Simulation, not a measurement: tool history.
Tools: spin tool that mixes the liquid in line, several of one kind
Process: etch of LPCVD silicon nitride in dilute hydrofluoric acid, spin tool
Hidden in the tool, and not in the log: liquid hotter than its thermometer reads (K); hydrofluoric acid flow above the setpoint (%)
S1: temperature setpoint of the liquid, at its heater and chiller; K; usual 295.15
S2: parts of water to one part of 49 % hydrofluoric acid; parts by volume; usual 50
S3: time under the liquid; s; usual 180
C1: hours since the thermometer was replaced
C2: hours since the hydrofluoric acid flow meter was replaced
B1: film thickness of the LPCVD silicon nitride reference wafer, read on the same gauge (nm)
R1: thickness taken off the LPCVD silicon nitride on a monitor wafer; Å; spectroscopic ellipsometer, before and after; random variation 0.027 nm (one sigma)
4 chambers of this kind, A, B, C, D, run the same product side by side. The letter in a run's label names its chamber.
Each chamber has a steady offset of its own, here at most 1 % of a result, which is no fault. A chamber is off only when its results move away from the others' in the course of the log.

run,hour,S1,S2,S3,C1,C2,B1,R1
1D,13.1,295.15,50,180,512.9,784.5,40.006,16.562
2A,24.1,295.15,50,180,363.9,1627.4,39.987,16.004
3B,33.8,295.15,50,180,41.5,779.1,40.013,16.519
4C,47.1,295.15,50,180,493,780.8,39.971,16.065
5B,54.2,295.15,50,180,61.9,799.5,39.978,16.371
# hour 59.5: chamber A: hydrofluoric acid flow meter replaced
6D,66.5,295.15,50,180,566.3,837.9,39.982,16.675
7A,73.2,295.15,50,180,413,13.8,40.001,16.517
8C,82.8,300.15,50,180,528.7,816.5,40.009,22.877
9D,95.4,300.15,50,180,595.2,866.8,40.004,22.889
10B,107.4,300.15,50,180,115.1,852.7,39.998,23.102
11C,119.7,300.15,50,180,565.6,853.4,40.01,22.755
12A,126.4,295.15,50,180,466.2,67,40.005,16.688
13D,137.9,295.15,50,180,637.7,909.3,39.981,16.867
14C,149.6,295.15,25,90,595.5,883.3,40.064,16.06
15B,158.3,295.15,25,90,166,903.6,40.002,16.467
16A,170.7,295.15,25,90,510.5,111.3,39.967,16.725
17D,184,295.15,25,90,683.8,955.4,39.965,16.466
# hour 191.6: chamber C: hydrofluoric acid flow meter replaced
18C,191.7,297.65,50,115,637.6,0.2,39.961,12.728
19A,198.4,297.65,50,115,538.2,139,40.032,12.948
20B,211.9,297.65,50,115,219.6,957.2,40.012,12.501
21D,218.7,297.65,50,115,718.5,990.1,40.007,12.489
# hour 219.5: chamber D: hydrofluoric acid flow meter replaced
22B,230,295.15,50,180,237.7,975.3,40.013,16.703
23C,243.3,295.15,50,180,689.2,51.8,40,16.069
24A,251.1,295.15,50,180,590.9,191.7,40.016,18.025
25D,257.7,295.15,50,180,757.5,38.3,39.998,16.993
26A,265.8,295.15,50,180,605.6,206.4,39.987,17.989
# hour 276.6: chamber B: hydrofluoric acid flow meter replaced
27C,279,291.15,50,180,724.9,87.5,39.974,12.43
28B,288.5,291.15,50,180,296.2,12,40.02,12.434

What goes on in this fleet: one chamber off, a drifting gauge, or nothing beyond the chambers' own small offsets? Name the chamber and the cause, if any.

Chamber A drifts away from the others.
Cause: liquid hotter than its thermometer reads (K) = 1.59.
The log may not tell that from: hydrofluoric acid flow above the setpoint (%).

Here are 4 candidates for chamber A's next run, each the usual settings with a change, their results left as question marks. Which one brings its results back in line with what the others give on the usual settings?
In line means no further than this from the other chambers' mean on the usual settings: R1 0.93 Å
29A-1,298.5,294.65,50,155,,,,?
29A-2,298.5,296.65,50,180,,,,?
29A-3,298.5,295.15,50,215,,,,?
29A-4,298.5,293.65,50,180,,,,?

The other chambers' mean on the usual settings: R1 16.506 Å
run,R1
29A-1,15.27
29A-2,20.333
29A-3,21.926
29A-4,16.553
29A-4 brings the chamber back in line.
